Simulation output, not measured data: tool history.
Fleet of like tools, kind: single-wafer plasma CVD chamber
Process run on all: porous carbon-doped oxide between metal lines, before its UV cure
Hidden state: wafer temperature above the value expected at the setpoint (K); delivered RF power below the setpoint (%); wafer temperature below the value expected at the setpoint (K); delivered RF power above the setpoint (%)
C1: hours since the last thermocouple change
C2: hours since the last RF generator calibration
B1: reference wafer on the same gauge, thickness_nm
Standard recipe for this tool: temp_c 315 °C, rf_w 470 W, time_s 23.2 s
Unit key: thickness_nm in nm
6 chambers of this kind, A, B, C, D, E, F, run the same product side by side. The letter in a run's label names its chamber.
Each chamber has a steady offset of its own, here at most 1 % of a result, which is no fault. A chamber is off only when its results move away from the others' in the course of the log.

run 1F hour=7.1 | temp_c=315 rf_w=470 time_s=23.2 | C1=1891.5 C2=426.5 | B1=102.99 | thickness_nm=111.7
run 2E hour=20.2 | temp_c=315 rf_w=470 time_s=23.2 | C1=919.5 C2=804.8 | B1=102.96 | thickness_nm=111.03
run 3B hour=29.6 | temp_c=315 rf_w=470 time_s=23.2 | C1=2804.3 C2=138 | B1=102.96 | thickness_nm=111.5
run 4D hour=41.6 | temp_c=315 rf_w=470 time_s=23.2 | C1=631.6 C2=723.2 | B1=102.96 | thickness_nm=112.64
-- hour=42.2 chamber B: thermocouple changed; heater temperature recalibrated
run 5A hour=49.8 | temp_c=315 rf_w=405 time_s=23.2 | C1=229.4 C2=810.5 | B1=102.97 | thickness_nm=98.975
run 6C hour=56.6 | temp_c=315 rf_w=405 time_s=23.2 | C1=901 C2=2212.8 | B1=102.91 | thickness_nm=99.644
run 7C hour=64 | temp_c=315 rf_w=405 time_s=23.2 | C1=908.4 C2=2220.2 | B1=102.94 | thickness_nm=99.524
run 8A hour=73 | temp_c=315 rf_w=405 time_s=23.2 | C1=252.6 C2=833.7 | B1=102.91 | thickness_nm=99.209
run 9E hour=85.9 | temp_c=315 rf_w=405 time_s=23.2 | C1=985.2 C2=870.5 | B1=102.87 | thickness_nm=99.13
run 10B hour=96.6 | temp_c=315 rf_w=405 time_s=23.2 | C1=54.4 C2=205 | B1=102.88 | thickness_nm=99.795
run 11F hour=108.7 | temp_c=315 rf_w=440 time_s=23.2 | C1=1993.1 C2=528.1 | B1=102.89 | thickness_nm=106.49
run 12D hour=119.8 | temp_c=315 rf_w=440 time_s=23.2 | C1=709.8 C2=801.4 | B1=102.85 | thickness_nm=107.2
run 13A hour=132.5 | temp_c=315 rf_w=440 time_s=23.2 | C1=312.1 C2=893.2 | B1=102.82 | thickness_nm=105.68
run 14F hour=144.3 | temp_c=315 rf_w=440 time_s=23.2 | C1=2028.7 C2=563.7 | B1=102.85 | thickness_nm=106.44
run 15C hour=151.7 | temp_c=315 rf_w=440 time_s=23.2 | C1=996.1 C2=2307.9 | B1=102.8 | thickness_nm=106.22
run 16D hour=159.4 | temp_c=315 rf_w=440 time_s=23.2 | C1=749.4 C2=841 | B1=102.84 | thickness_nm=106.88
run 17E hour=167 | temp_c=302 rf_w=470 time_s=23.2 | C1=1066.3 C2=951.6 | B1=102.8 | thickness_nm=118.7
run 18B hour=174.8 | temp_c=302 rf_w=470 time_s=23.2 | C1=132.6 C2=283.2 | B1=102.8 | thickness_nm=119.77
run 19A hour=186.5 | temp_c=302 rf_w=470 time_s=23.2 | C1=366.1 C2=947.2 | B1=102.8 | thickness_nm=119.01
-- hour=196.6 chamber C: RF generator calibrated
run 20E hour=198 | temp_c=302 rf_w=470 time_s=23.2 | C1=1097.3 C2=982.6 | B1=102.79 | thickness_nm=118.79
run 21C hour=209.5 | temp_c=302 rf_w=470 time_s=23.2 | C1=1053.9 C2=12.9 | B1=102.74 | thickness_nm=119.68
-- hour=221.6 chamber E: RF generator calibrated
run 22B hour=223 | temp_c=302 rf_w=470 time_s=23.2 | C1=180.8 C2=331.4 | B1=102.74 | thickness_nm=119.51
run 23D hour=236.2 | temp_c=315 rf_w=470 time_s=23.2 | C1=826.2 C2=917.8 | B1=102.7 | thickness_nm=112.36
run 24F hour=245.1 | temp_c=315 rf_w=470 time_s=23.2 | C1=2129.5 C2=664.5 | B1=102.71 | thickness_nm=111.45
run 25A hour=256.3 | temp_c=315 rf_w=470 time_s=23.2 | C1=435.9 C2=1017 | B1=102.73 | thickness_nm=111.02
run 26F hour=269.2 | temp_c=315 rf_w=470 time_s=23.2 | C1=2153.6 C2=688.6 | B1=102.69 | thickness_nm=111.5
run 27C hour=276.4 | temp_c=315 rf_w=470 time_s=23.2 | C1=1120.8 C2=79.8 | B1=102.67 | thickness_nm=111.27
run 28D hour=286.2 | temp_c=321 rf_w=470 time_s=21.4 | C1=876.2 C2=967.8 | B1=102.64 | thickness_nm=100.72
run 29E hour=296.5 | temp_c=321 rf_w=470 time_s=21.4 | C1=1195.8 C2=75 | B1=102.65 | thickness_nm=99.367
run 30B hour=305.8 | temp_c=321 rf_w=470 time_s=21.4 | C1=263.6 C2=414.2 | B1=102.65 | thickness_nm=100.11
run 31A hour=318.1 | temp_c=321 rf_w=470 time_s=21.4 | C1=497.7 C2=1078.8 | B1=102.64 | thickness_nm=99.535
run 32F hour=327.6 | temp_c=321 rf_w=470 time_s=21.4 | C1=2212 C2=747 | B1=102.62 | thickness_nm=99.752
run 33B hour=339.7 | temp_c=321 rf_w=470 time_s=21.4 | C1=297.5 C2=448.1 | B1=102.59 | thickness_nm=100.06
run 34D hour=352.1 | temp_c=315 rf_w=470 time_s=23.2 | C1=942.1 C2=1033.7 | B1=102.57 | thickness_nm=112.09
run 35C hour=365.5 | temp_c=315 rf_w=555 time_s=23.2 | C1=1209.9 C2=168.9 | B1=102.57 | thickness_nm=124.5
run 36E hour=377 | temp_c=315 rf_w=555 time_s=23.2 | C1=1276.3 C2=155.5 | B1=102.55 | thickness_nm=123.72

Has any chamber moved away from the others, gradually or after a service, or does the common gauge drift, or do the chambers differ only by their own small steady offsets? State the chamber and the most likely cause if one applies.

It is the gauge, not a chamber: its drift shows up in every chamber's results at once, and no chamber is off.
What lies behind it: gauge reads low (%) = 0.439.
